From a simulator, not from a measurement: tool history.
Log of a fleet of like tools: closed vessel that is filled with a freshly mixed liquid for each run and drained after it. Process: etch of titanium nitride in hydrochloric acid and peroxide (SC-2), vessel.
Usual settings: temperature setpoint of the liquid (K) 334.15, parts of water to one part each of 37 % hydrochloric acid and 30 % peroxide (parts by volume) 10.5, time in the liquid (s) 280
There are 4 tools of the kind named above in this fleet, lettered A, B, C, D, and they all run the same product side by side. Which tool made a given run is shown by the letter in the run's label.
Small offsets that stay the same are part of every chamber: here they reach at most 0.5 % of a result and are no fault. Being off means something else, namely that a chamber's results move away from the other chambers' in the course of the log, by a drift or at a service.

run,day,temperature setpoint of the liquid (K),parts of water to one part each of 37 % hydrochloric acid and 30 % peroxide (parts by volume),time in the liquid (s),hours since the thermometer was replaced,hours since the chemicals flow meter was replaced,hours since the drum of peroxide was connected,"read-back film thickness of the titanium nitride reference wafer, read on the same gauge (nm)",thickness taken off the titanium nitride on a monitor wafer (nm)
1D,0.171,334.15,10.5,280,291.3,101.9,580.1,100.01,16.101
2A,0.367,334.15,10.5,280,197.1,145.4,591.1,100,16.305
3C,0.55,334.15,10.5,280,1416.2,764.1,239.6,99.981,16.131
4B,0.817,334.15,10.5,280,524.9,300.5,187,100.01,16.134
5A,0.992,334.15,10.5,280,212.1,160.4,606.1,99.987,16.234
6D,1.229,334.15,10.5,280,316.7,127.3,605.5,99.998,16.135
7C,1.438,334.15,10.5,280,1437.5,785.4,260.9,100.02,16.178
8B,1.646,334.15,10.5,400,544.8,320.4,206.9,100.01,22.75
9D,1.838,334.15,10.5,400,331.3,141.9,620.1,100,23.38
10B,2.021,334.15,10.5,400,553.8,329.4,215.9,100.03,23.078
11C,2.175,334.15,10.5,400,1455.2,803.1,278.6,99.983,22.916
12A,2.3,334.15,10.5,280,243.5,191.8,637.5,99.991,16.147
13B,2.454,334.15,10.5,280,564.2,339.8,226.3,99.995,16.229
14D,2.675,334.15,10.5,280,351.4,162,640.2,100,16.452
15C,2.929,334.15,10.5,280,1473.3,821.2,296.7,100,16.189
16A,3.096,334.15,10.5,280,262.6,210.9,656.6,100.01,16.363
17A,3.317,330.65,10.5,385,267.9,216.2,661.9,100.01,17.971
18C,3.583,330.65,10.5,385,1489,836.9,312.4,99.996,17.586
19D,3.783,330.65,10.5,385,378,188.6,666.8,99.98,18.403
20B,3.938,330.65,10.5,385,599.8,375.4,261.9,100,17.885
# day 3.983: chamber A: new drum of peroxide connected
21C,4.15,334.15,10.5,280,1502.6,850.5,326,100.03,16.123
22A,4.317,334.15,10.5,280,291.9,240.2,8.1,100,16.403
23D,4.588,334.15,15.5,355,397.3,207.9,686.1,99.979,15.169
24B,4.862,334.15,15.5,355,622,397.6,284.1,99.985,14.704
25C,4.992,334.15,15.5,355,1522.8,870.7,346.2,99.99,14.641
26D,5.271,334.15,15.5,355,413.7,224.3,702.5,99.994,15.267
27B,5.488,334.15,10.5,280,637,412.6,299.1,100.03,16.07
28A,5.646,334.15,10.5,280,323.8,272.1,40,99.985,16.219
29B,5.896,334.15,10.5,280,646.8,422.4,308.9,99.999,16.32
30A,6.158,334.15,10.5,280,336.1,284.4,52.3,100,16.263
31C,6.392,334.15,13.5,425,1556.4,904.3,379.8,100.04,19.824
32D,6.525,334.15,13.5,425,443.8,254.4,732.6,100.02,20.772
33B,6.742,334.15,13.5,425,667.1,442.7,329.2,100,19.762
34D,6.992,334.15,13.5,425,455,265.6,743.8,99.992,20.859
# day 6.996: chamber D: new drum of peroxide connected
35C,7.171,334.15,10.5,280,1575.1,923,398.5,99.989,16.036
36A,7.379,334.15,10.5,280,365.4,313.7,81.6,100.04,16.381
37B,7.592,334.15,10.5,180,687.5,463.1,349.6,100.01,10.364
38D,7.746,334.15,10.5,180,473.1,283.7,18.1,100.02,10.974
39A,7.975,334.15,10.5,180,379.7,328,95.9,100,10.516
40C,8.229,334.15,10.5,180,1600.5,948.4,423.9,100.02,10.269
41C,8.371,334.15,10.5,280,1603.9,951.8,427.3,99.988,15.984
42A,8.6,334.15,10.5,280,394.7,343,110.9,100,16.369

All chambers now run identical settings, listed one chamber a line with results as question marks. What results will each chamber show?
43A,8.8,338.15,10.5,280,,,,,?
43B,8.8,338.15,10.5,280,,,,,?
43C,8.8,338.15,10.5,280,,,,,?
43D,8.8,338.15,10.5,280,,,,,?

run,thickness taken off the titanium nitride on a monitor wafer (nm)
43A,20.731
43B,20.731
43C,20.631
43D,21.715
